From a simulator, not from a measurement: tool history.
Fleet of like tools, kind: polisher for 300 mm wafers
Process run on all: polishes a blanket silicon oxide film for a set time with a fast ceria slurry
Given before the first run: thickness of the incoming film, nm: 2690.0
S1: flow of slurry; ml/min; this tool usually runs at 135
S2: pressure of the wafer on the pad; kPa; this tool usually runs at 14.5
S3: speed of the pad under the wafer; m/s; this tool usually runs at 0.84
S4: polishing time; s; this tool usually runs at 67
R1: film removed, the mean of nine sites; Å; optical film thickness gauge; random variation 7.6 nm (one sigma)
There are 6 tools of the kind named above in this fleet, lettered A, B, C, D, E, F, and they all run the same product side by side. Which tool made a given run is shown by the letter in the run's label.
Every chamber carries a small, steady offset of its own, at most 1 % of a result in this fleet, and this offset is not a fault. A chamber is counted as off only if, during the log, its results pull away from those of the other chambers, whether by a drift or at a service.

{"hour": 2.1, "done": "chamber C: head pressure recalibrated"}
{"run": "1E", "hour": 7.4, "S1": 135, "S2": 14.5, "S3": 0.84, "S4": 67, "R1": 6885.5}
{"hour": 12.6, "done": "chamber C: worn pad replaced by a new one"}
{"run": "2A", "hour": 17.6, "S1": 135, "S2": 14.5, "S3": 0.84, "S4": 67, "R1": 6725.7}
{"run": "3D", "hour": 24.8, "S1": 135, "S2": 14.5, "S3": 0.84, "S4": 67, "R1": 7064.8}
{"hour": 35.5, "done": "chamber A: worn pad replaced by a new one"}
{"run": "4F", "hour": 36.8, "S1": 135, "S2": 14.5, "S3": 0.84, "S4": 67, "R1": 6950.3}
{"run": "5C", "hour": 45.5, "S1": 135, "S2": 14.5, "S3": 0.84, "S4": 67, "R1": 6838.8}
{"hour": 46.2, "done": "chamber E: worn pad replaced by a new one"}
{"hour": 54.8, "done": "chamber D: worn pad replaced by a new one"}
{"hour": 57.7, "done": "chamber F: worn pad replaced by a new one"}
{"run": "6B", "hour": 57.8, "S1": 135, "S2": 14.5, "S3": 0.84, "S4": 67, "R1": 6934.8}
{"run": "7F", "hour": 70.3, "S1": 135, "S2": 14.5, "S3": 0.84, "S4": 67, "R1": 6736.8}
{"run": "8A", "hour": 82.1, "S1": 135, "S2": 14.5, "S3": 1.1, "S4": 67, "R1": 8925.4}
{"hour": 84.4, "done": "chamber B: worn pad replaced by a new one"}
{"run": "9D", "hour": 92.6, "S1": 135, "S2": 14.5, "S3": 1.1, "S4": 67, "R1": 9129.1}
{"run": "10C", "hour": 99.5, "S1": 135, "S2": 14.5, "S3": 1.1, "S4": 67, "R1": 8918.2}
{"run": "11E", "hour": 111.5, "S1": 135, "S2": 14.5, "S3": 1.1, "S4": 67, "R1": 9074.8}
{"hour": 112.1, "done": "chamber C: worn pad replaced by a new one"}
{"run": "12B", "hour": 119.2, "S1": 135, "S2": 14.5, "S3": 1.1, "S4": 67, "R1": 9081.1}
{"hour": 126.0, "done": "chamber A: worn pad replaced by a new one"}
{"run": "13F", "hour": 126.4, "S1": 135, "S2": 14.5, "S3": 1.1, "S4": 67, "R1": 8763}
{"hour": 134.6, "done": "chamber E: worn pad replaced by a new one"}
{"run": "14D", "hour": 135.9, "S1": 135, "S2": 14.5, "S3": 0.84, "S4": 67, "R1": 6914.7}
{"run": "15B", "hour": 145.5, "S1": 135, "S2": 14.5, "S3": 0.84, "S4": 67, "R1": 6914}
{"hour": 148.1, "done": "chamber D: worn pad replaced by a new one"}
{"hour": 149.3, "done": "chamber F: worn pad replaced by a new one"}
{"run": "16E", "hour": 157.0, "S1": 135, "S2": 14.5, "S3": 0.84, "S4": 67, "R1": 7000.2}
{"hour": 166.6, "done": "chamber A: slurry nozzle cleaned"}
{"hour": 168.3, "done": "chamber B: worn pad replaced by a new one"}
{"run": "17C", "hour": 170.2, "S1": 135, "S2": 14.5, "S3": 0.84, "S4": 67, "R1": 6777.7}
{"run": "18A", "hour": 179.1, "S1": 135, "S2": 14.5, "S3": 0.84, "S4": 67, "R1": 6972.8}
{"run": "19A", "hour": 185.5, "S1": 110, "S2": 14.5, "S3": 0.84, "S4": 67, "R1": 6591.6}
{"run": "20C", "hour": 195.4, "S1": 110, "S2": 14.5, "S3": 0.84, "S4": 67, "R1": 6614}
{"run": "21B", "hour": 207.0, "S1": 110, "S2": 14.5, "S3": 0.84, "S4": 67, "R1": 6621.1}
{"hour": 208.1, "done": "chamber E: worn pad replaced by a new one"}
{"hour": 208.7, "done": "chamber F: slurry nozzle cleaned"}
{"hour": 217.0, "done": "chamber A: worn pad replaced by a new one"}
{"run": "22D", "hour": 220.7, "S1": 110, "S2": 14.5, "S3": 0.84, "S4": 67, "R1": 6487.1}
{"hour": 221.8, "done": "chamber C: worn pad replaced by a new one"}
{"run": "23E", "hour": 231.0, "S1": 110, "S2": 14.5, "S3": 0.84, "S4": 67, "R1": 6515.4}
{"hour": 232.9, "done": "chamber F: worn pad replaced by a new one"}
{"hour": 241.6, "done": "chamber D: worn pad replaced by a new one"}
{"run": "24F", "hour": 242.0, "S1": 110, "S2": 14.5, "S3": 0.84, "S4": 67, "R1": 6634.6}
{"hour": 253.1, "done": "chamber B: worn pad replaced by a new one"}
{"run": "25B", "hour": 254.2, "S1": 135, "S2": 14.5, "S3": 0.84, "S4": 67, "R1": 7050.3}
{"run": "26E", "hour": 266.8, "S1": 135, "S2": 14.5, "S3": 0.84, "S4": 67, "R1": 6969.9}
{"hour": 277.1, "done": "chamber B: slurry nozzle cleaned"}
{"run": "27A", "hour": 278.1, "S1": 135, "S2": 14.5, "S3": 0.84, "S4": 67, "R1": 7155.4}
{"run": "28C", "hour": 285.6, "S1": 135, "S2": 14.5, "S3": 0.84, "S4": 87, "R1": 8873}
{"hour": 286.7, "done": "chamber E: worn pad replaced by a new one"}
{"run": "29D", "hour": 295.1, "S1": 135, "S2": 14.5, "S3": 0.84, "S4": 87, "R1": 8815.9}
{"run": "30F", "hour": 302.3, "S1": 135, "S2": 14.5, "S3": 0.84, "S4": 87, "R1": 8729.9}
{"hour": 307.9, "done": "chamber A: worn pad replaced by a new one"}
{"run": "31F", "hour": 309.0, "S1": 135, "S2": 14.5, "S3": 0.84, "S4": 87, "R1": 8679.8}
{"hour": 311.1, "done": "chamber F: worn pad replaced by a new one"}
{"hour": 315.4, "done": "chamber D: worn pad replaced by a new one"}
{"run": "32A", "hour": 315.9, "S1": 135, "S2": 14.5, "S3": 0.84, "S4": 87, "R1": 9373.8}
{"hour": 322.4, "done": "chamber C: slurry nozzle cleaned"}
{"run": "33E", "hour": 329.2, "S1": 135, "S2": 14.5, "S3": 0.84, "S4": 87, "R1": 8775.6}
{"hour": 331.4, "done": "chamber C: worn pad replaced by a new one"}
{"hour": 331.4, "done": "chamber B: worn pad replaced by a new one"}
{"run": "34C", "hour": 335.7, "S1": 135, "S2": 14.5, "S3": 0.84, "S4": 67, "R1": 6951.5}
{"run": "35B", "hour": 345.9, "S1": 135, "S2": 14.5, "S3": 0.84, "S4": 67, "R1": 6979.6}
{"run": "36D", "hour": 359.3, "S1": 135, "S2": 14.5, "S3": 0.84, "S4": 67, "R1": 6773.1}
{"run": "37C", "hour": 366.1, "S1": 95, "S2": 14.5, "S3": 0.84, "S4": 51, "R1": 4904.7}
{"run": "38B", "hour": 372.5, "S1": 95, "S2": 14.5, "S3": 0.84, "S4": 51, "R1": 4874.8}
{"run": "39D", "hour": 385.5, "S1": 95, "S2": 14.5, "S3": 0.84, "S4": 51, "R1": 4809.5}
{"hour": 388.2, "done": "chamber A: worn pad replaced by a new one"}
{"run": "40A", "hour": 396.6, "S1": 95, "S2": 14.5, "S3": 0.84, "S4": 51, "R1": 5288.5}
{"hour": 402.0, "done": "chamber F: worn pad replaced by a new one"}
{"run": "41F", "hour": 409.9, "S1": 95, "S2": 14.5, "S3": 0.84, "S4": 51, "R1": 4789.4}

For the next run the whole fleet of 6 chambers uses the same settings. Give each chamber's results:
{"run": "42A", "hour": 419.7, "S1": 135, "S2": 14.5, "S3": 0.84, "S4": 67, "R1": "?"}
{"run": "42B", "hour": 419.7, "S1": 135, "S2": 14.5, "S3": 0.84, "S4": 67, "R1": "?"}
{"run": "42C", "hour": 419.7, "S1": 135, "S2": 14.5, "S3": 0.84, "S4": 67, "R1": "?"}
{"run": "42D", "hour": 419.7, "S1": 135, "S2": 14.5, "S3": 0.84, "S4": 67, "R1": "?"}
{"run": "42E", "hour": 419.7, "S1": 135, "S2": 14.5, "S3": 0.84, "S4": 67, "R1": "?"}
{"run": "42F", "hour": 419.7, "S1": 135, "S2": 14.5, "S3": 0.84, "S4": 67, "R1": "?"}

run=42A R1=7494.8
run=42B R1=6930
run=42C R1=6903.5
run=42D R1=6815.8
run=42E R1=6853.2
run=42F R1=6817.1
